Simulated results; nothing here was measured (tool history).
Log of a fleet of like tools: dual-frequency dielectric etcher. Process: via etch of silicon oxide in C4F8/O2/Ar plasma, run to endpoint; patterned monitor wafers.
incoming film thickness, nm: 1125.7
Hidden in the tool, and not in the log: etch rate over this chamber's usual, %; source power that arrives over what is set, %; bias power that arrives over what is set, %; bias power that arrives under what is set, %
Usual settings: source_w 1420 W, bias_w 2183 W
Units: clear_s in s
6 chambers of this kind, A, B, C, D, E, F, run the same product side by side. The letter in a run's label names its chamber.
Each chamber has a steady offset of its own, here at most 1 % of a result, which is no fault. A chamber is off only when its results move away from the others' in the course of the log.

run	hour	source_w	bias_w	hours since the last wet clean	hours since the last source power generator calibration	hours since the last bias power generator calibration	clear_s
1B	4.6	1420	2183	195.9	2986.5	1599.1	245.17
2E	7.6	1420	2183	403.6	2243.3	266.7	246.95
3F	10.1	1420	2183	208	2762	915.3	245.18
4C	14.6	1420	2183	216.5	1878.9	643.4	247.51
5D	16.9	1420	2183	350.3	2721.8	3267.1	247.78
6A	21.4	1420	2183	346.9	1318.3	1775.6	248.2
7F	24.7	1420	2183	222.6	2776.6	929.9	249.05
8E	29.8	1420	2183	425.8	2265.5	288.9	245.33
9C	32	1420	2183	233.9	1896.3	660.8	250.08
10B	36.2	1580	2603	227.5	3018.1	1630.7	223.25
11A	40.3	1580	2603	365.8	1337.2	1794.5	225.7
# hour 41.3: chamber D: wet clean of the chamber
12D	43.7	1580	2603	2.5	2748.6	3293.9	224.48
13B	48.6	1580	2603	239.9	3030.5	1643.1	222.39
14F	52.3	1580	2603	250.2	2804.2	957.5	224.24
15D	56.9	1580	2603	15.7	2761.8	3307.1	225
16E	61.5	1420	1697	457.5	2297.2	320.6	265.23
17A	64.1	1420	1697	389.6	1361	1818.3	266.1
18C	68.3	1420	1697	270.2	1932.6	697.1	267.18
19F	73.2	1420	1697	271.1	2825.1	978.4	264.87
20C	77.3	1420	1697	279.2	1941.6	706.1	266.53
21E	81.8	1420	1697	477.8	2317.5	340.9	261.45
22A	86.2	1420	2498	411.7	1383.1	1840.4	240.12
23D	88.7	1420	2498	47.5	2793.6	3338.9	238.08
24B	92.4	1420	2498	283.7	3074.3	1686.9	236.92
25F	96.9	1420	2498	294.8	2848.8	1002.1	236.87
26C	100.6	1420	2498	302.5	1964.9	729.4	238.67
# hour 102.1: chamber E: wet clean of the chamber
27B	102.9	1420	2498	294.2	3084.8	1697.4	235.52
28A	106.2	1420	2183	431.7	1403.1	1860.4	247.73
29E	110.2	1420	2183	8.1	2345.9	369.3	244.46
30D	112.6	1420	2183	71.4	2817.5	3362.8	248.57
31F	117.3	1420	2183	315.2	2869.2	1022.5	246.03
32B	121.6	1420	2183	312.9	3103.5	1716.1	246.44
33A	124.9	1420	2183	450.4	1421.8	1879.1	247.95
34E	127.4	1420	2183	25.3	2363.1	386.5	244.13
35D	131.4	1420	2183	90.2	2836.3	3381.6	250.22
36C	135.7	1420	2183	337.6	2000	764.5	249.87

What goes on in this fleet: one chamber off, a drifting gauge, or nothing beyond the chambers' own small offsets? Name the chamber and the cause, if any.

No chamber stands off beyond its own small offset, and the gauge holds steady.
